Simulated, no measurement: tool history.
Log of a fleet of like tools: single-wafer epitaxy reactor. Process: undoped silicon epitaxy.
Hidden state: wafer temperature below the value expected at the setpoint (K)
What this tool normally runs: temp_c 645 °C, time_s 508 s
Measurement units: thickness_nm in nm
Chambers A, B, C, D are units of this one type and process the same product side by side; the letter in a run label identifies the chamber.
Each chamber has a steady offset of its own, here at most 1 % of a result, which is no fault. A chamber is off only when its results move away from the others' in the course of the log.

| run | hour | temp_c | time_s | hours since the last pyrometer calibration | read-back reference wafer on the same gauge, thickness_nm | thickness_nm |
|---|---|---|---|---|---|---|
| 1D | 16.5 | 645 | 508 | 2620.2 | 76.328 | 76.625 |
| 2C | 24.2 | 645 | 508 | 1524.9 | 76.357 | 75.442 |
| 3A | 40.7 | 645 | 508 | 241.7 | 76.307 | 76.044 |
| 4B | 56.4 | 645 | 508 | 1286.8 | 76.376 | 76.119 |
| 5A | 70.2 | 645 | 508 | 271.2 | 76.294 | 75.614 |
| 6C | 83.2 | 645 | 508 | 1583.9 | 76.257 | 75.483 |
| 7B | 97.5 | 645 | 508 | 1327.9 | 76.239 | 76.074 |
| 8D | 108.6 | 645 | 508 | 2712.3 | 76.265 | 76.078 |
| 9B | 118.2 | 645 | 508 | 1348.6 | 76.352 | 76.048 |
| 10C | 127.9 | 645 | 508 | 1628.6 | 76.302 | 75.756 |
|  | 131 | chamber D: pyrometer calibrated |
| 11D | 136.9 | 633 | 594 | 5.9 | 76.276 | 66.716 |
| 12A | 144.4 | 633 | 594 | 345.4 | 76.284 | 68.087 |
| 13C | 158.1 | 633 | 594 | 1658.8 | 76.32 | 68.264 |
| 14A | 169 | 633 | 594 | 370 | 76.381 | 67.998 |
| 15B | 184 | 645 | 508 | 1414.4 | 76.27 | 75.624 |
| 16D | 199.9 | 645 | 463 | 68.9 | 76.269 | 67.063 |
| 17D | 213.4 | 645 | 463 | 82.4 | 76.371 | 67.49 |
| 18B | 223.4 | 645 | 463 | 1453.8 | 76.193 | 69.341 |
| 19C | 239 | 645 | 463 | 1739.7 | 76.289 | 69.463 |
| 20A | 247.6 | 645 | 508 | 448.6 | 76.257 | 76.089 |
| 21D | 262.8 | 645 | 508 | 131.8 | 76.279 | 74.506 |
| 22B | 274.3 | 645 | 508 | 1504.7 | 76.289 | 75.914 |
| 23C | 285.7 | 645 | 508 | 1786.4 | 76.232 | 75.805 |
| 24A | 296.5 | 652 | 508 | 497.5 | 76.237 | 88.712 |
| 25D | 311.5 | 652 | 508 | 180.5 | 76.321 | 86.551 |
| 26C | 319.4 | 652 | 508 | 1820.1 | 76.279 | 88.108 |
| 27A | 332.9 | 652 | 508 | 533.9 | 76.3 | 88.539 |
| 28B | 343.5 | 645 | 584 | 1573.9 | 76.37 | 88.247 |
| 29A | 353.6 | 645 | 584 | 554.6 | 76.265 | 87.1 |
| 30D | 368.5 | 645 | 584 | 237.5 | 76.296 | 85.706 |
| 31B | 376.8 | 645 | 584 | 1607.2 | 76.268 | 87.587 |
| 32C | 387.5 | 645 | 445 | 1888.2 | 76.345 | 66.426 |

One chamber off, gauge drift, or nothing amiss beyond the chambers' own small offsets? If it is a chamber, which one, and what is the likeliest cause?

A service left chamber D off against the others.
Likeliest cause: wafer temperature below the value expected at the setpoint (K) = 1.22.

Here are 4 candidates for chamber D's next run, each the usual settings with a change, their results left as question marks. Which one brings its results back in line with what the others give on the usual settings?
To be in line, a result may differ from the other chambers' mean on the usual settings by at most: thickness_nm 1.2 nm
| 33D-1 | 399.5 | 643 | 501 |  |  | ? |
| 33D-2 | 399.5 | 644 | 508 |  |  | ? |
| 33D-3 | 399.5 | 646 | 511 |  |  | ? |
| 33D-4 | 399.5 | 647 | 515 |  |  | ? |

Other chambers, usual settings, mean: thickness_nm 75.912 nm
| run | thickness_nm |
|---|---|
| 33D-1 | 69.853 |
| 33D-2 | 72.403 |
| 33D-3 | 76.091 |
| 33D-4 | 78.379 |
33D-3 puts the chamber back in line with the other chambers.
